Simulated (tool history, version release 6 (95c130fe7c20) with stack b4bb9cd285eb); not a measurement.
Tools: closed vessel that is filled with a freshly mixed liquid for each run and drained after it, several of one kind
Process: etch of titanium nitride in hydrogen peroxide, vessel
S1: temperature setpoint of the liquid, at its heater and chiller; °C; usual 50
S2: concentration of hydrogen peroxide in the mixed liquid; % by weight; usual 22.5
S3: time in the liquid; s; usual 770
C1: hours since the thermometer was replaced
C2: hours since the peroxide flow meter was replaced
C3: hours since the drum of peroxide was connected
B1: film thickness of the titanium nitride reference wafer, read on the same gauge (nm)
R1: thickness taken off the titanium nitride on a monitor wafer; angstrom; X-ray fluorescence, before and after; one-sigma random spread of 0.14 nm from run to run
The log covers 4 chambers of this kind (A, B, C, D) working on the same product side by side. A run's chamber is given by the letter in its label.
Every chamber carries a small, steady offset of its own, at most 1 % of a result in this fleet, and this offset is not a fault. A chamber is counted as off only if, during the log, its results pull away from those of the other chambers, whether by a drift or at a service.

| run | hour | S1 | S2 | S3 | C1 | C2 | C3 | B1 | R1 |
|---|---|---|---|---|---|---|---|---|---|
|  | 0.4 | chamber D: new drum of peroxide connected |
| 1A | 9.9 | 50 | 22.5 | 770 | 882.3 | 486.9 | 195.8 | 39.994 | 279.3 |
| 2C | 18.6 | 50 | 22.5 | 770 | 2172.3 | 687.1 | 899.4 | 40.015 | 279.98 |
| 3D | 29.1 | 50 | 22.5 | 770 | 901 | 136.6 | 28.7 | 40 | 279.49 |
|  | 31.6 | chamber D: thermometer replaced |
| 4B | 36.2 | 50 | 22.5 | 770 | 515 | 111.4 | 180.5 | 39.978 | 275.39 |
| 5A | 47.4 | 50 | 22.5 | 770 | 919.8 | 524.4 | 233.3 | 39.982 | 279.72 |
| 6D | 57.5 | 50 | 22.5 | 505 | 25.9 | 165 | 57.1 | 40.003 | 181.45 |
| 7C | 66.1 | 50 | 22.5 | 505 | 2219.8 | 734.6 | 946.9 | 39.978 | 183.14 |
| 8B | 72.6 | 50 | 22.5 | 505 | 551.4 | 147.8 | 216.9 | 39.993 | 182.17 |
| 9D | 82.2 | 50 | 22.5 | 505 | 50.6 | 189.7 | 81.8 | 40.006 | 182.85 |
| 10B | 94.8 | 50 | 22.5 | 770 | 573.6 | 170 | 239.1 | 40.006 | 276.5 |
| 11C | 101.6 | 50 | 22.5 | 770 | 2255.3 | 770.1 | 982.4 | 39.992 | 279.45 |
| 12A | 114.2 | 50 | 22.5 | 770 | 986.6 | 591.2 | 300.1 | 40.016 | 280.51 |
| 13B | 121.8 | 50 | 22.5 | 770 | 600.6 | 197 | 266.1 | 40.004 | 271.55 |
| 14A | 127.6 | 50 | 22.5 | 770 | 1000 | 604.6 | 313.5 | 40.027 | 277.99 |
| 15D | 137.3 | 50 | 22.5 | 770 | 105.7 | 244.8 | 136.9 | 40.007 | 276.78 |
| 16C | 149.1 | 50 | 22.5 | 770 | 2302.8 | 817.6 | 1029.9 | 40.004 | 278.85 |
| 17C | 155.6 | 50 | 22.5 | 770 | 2309.3 | 824.1 | 1036.4 | 40.007 | 279.96 |
| 18D | 164.2 | 50 | 22.5 | 770 | 132.6 | 271.7 | 163.8 | 40.021 | 278.44 |
| 19A | 175 | 50 | 22.5 | 770 | 1047.4 | 652 | 360.9 | 40.023 | 276.48 |
| 20B | 185.8 | 57 | 22.5 | 770 | 664.6 | 261 | 330.1 | 40.002 | 445.89 |
| 21D | 192.6 | 57 | 22.5 | 770 | 161 | 300.1 | 192.2 | 39.995 | 458.79 |
| 22B | 203.5 | 57 | 22.5 | 770 | 682.3 | 278.7 | 347.8 | 40.012 | 445.05 |
| 23A | 211.8 | 57 | 22.5 | 770 | 1084.2 | 688.8 | 397.7 | 40.02 | 455.46 |
| 24C | 223.8 | 50 | 22.5 | 770 | 2377.5 | 892.3 | 1104.6 | 39.998 | 279.01 |
|  | 225.9 | chamber A: new drum of peroxide connected |
| 25A | 234 | 50 | 22.5 | 415 | 1106.4 | 711 | 8.1 | 40.011 | 150.22 |
| 26B | 241.3 | 50 | 22.5 | 415 | 720.1 | 316.5 | 385.6 | 39.99 | 142.79 |
| 27C | 252.1 | 50 | 22.5 | 415 | 2405.8 | 920.6 | 1132.9 | 40.004 | 150.05 |
| 28D | 264.5 | 50 | 22.5 | 415 | 232.9 | 372 | 264.1 | 39.99 | 150.15 |
| 29B | 274.8 | 50 | 22.5 | 770 | 753.6 | 350 | 419.1 | 40.006 | 267.13 |
| 30D | 283.7 | 50 | 22.5 | 770 | 252.1 | 391.2 | 283.3 | 39.999 | 279.07 |
|  | 285.6 | chamber C: new drum of peroxide connected |
| 31C | 290.8 | 50 | 22.5 | 770 | 2444.5 | 959.3 | 5.2 | 40.009 | 282.27 |
| 32A | 298.7 | 50 | 22.5 | 910 | 1171.1 | 775.7 | 72.8 | 39.984 | 332.49 |
| 33D | 308.9 | 50 | 22.5 | 910 | 277.3 | 416.4 | 308.5 | 40.015 | 331.48 |
| 34B | 321.3 | 50 | 22.5 | 910 | 800.1 | 396.5 | 465.6 | 40.02 | 310.61 |
| 35C | 333.7 | 50 | 22.5 | 910 | 2487.4 | 1002.2 | 48.1 | 40.011 | 328.94 |

For the next run the whole fleet of 4 chambers uses the same settings. Give each chamber's results:
| 36A | 342.7 | 55.5 | 22.5 | 770 |  |  |  |  | ? |
| 36B | 342.7 | 55.5 | 22.5 | 770 |  |  |  |  | ? |
| 36C | 342.7 | 55.5 | 22.5 | 770 |  |  |  |  | ? |
| 36D | 342.7 | 55.5 | 22.5 | 770 |  |  |  |  | ? |

| run | R1 |
|---|---|
| 36A | 406.67 |
| 36B | 391.67 |
| 36C | 412.76 |
| 36D | 413 |

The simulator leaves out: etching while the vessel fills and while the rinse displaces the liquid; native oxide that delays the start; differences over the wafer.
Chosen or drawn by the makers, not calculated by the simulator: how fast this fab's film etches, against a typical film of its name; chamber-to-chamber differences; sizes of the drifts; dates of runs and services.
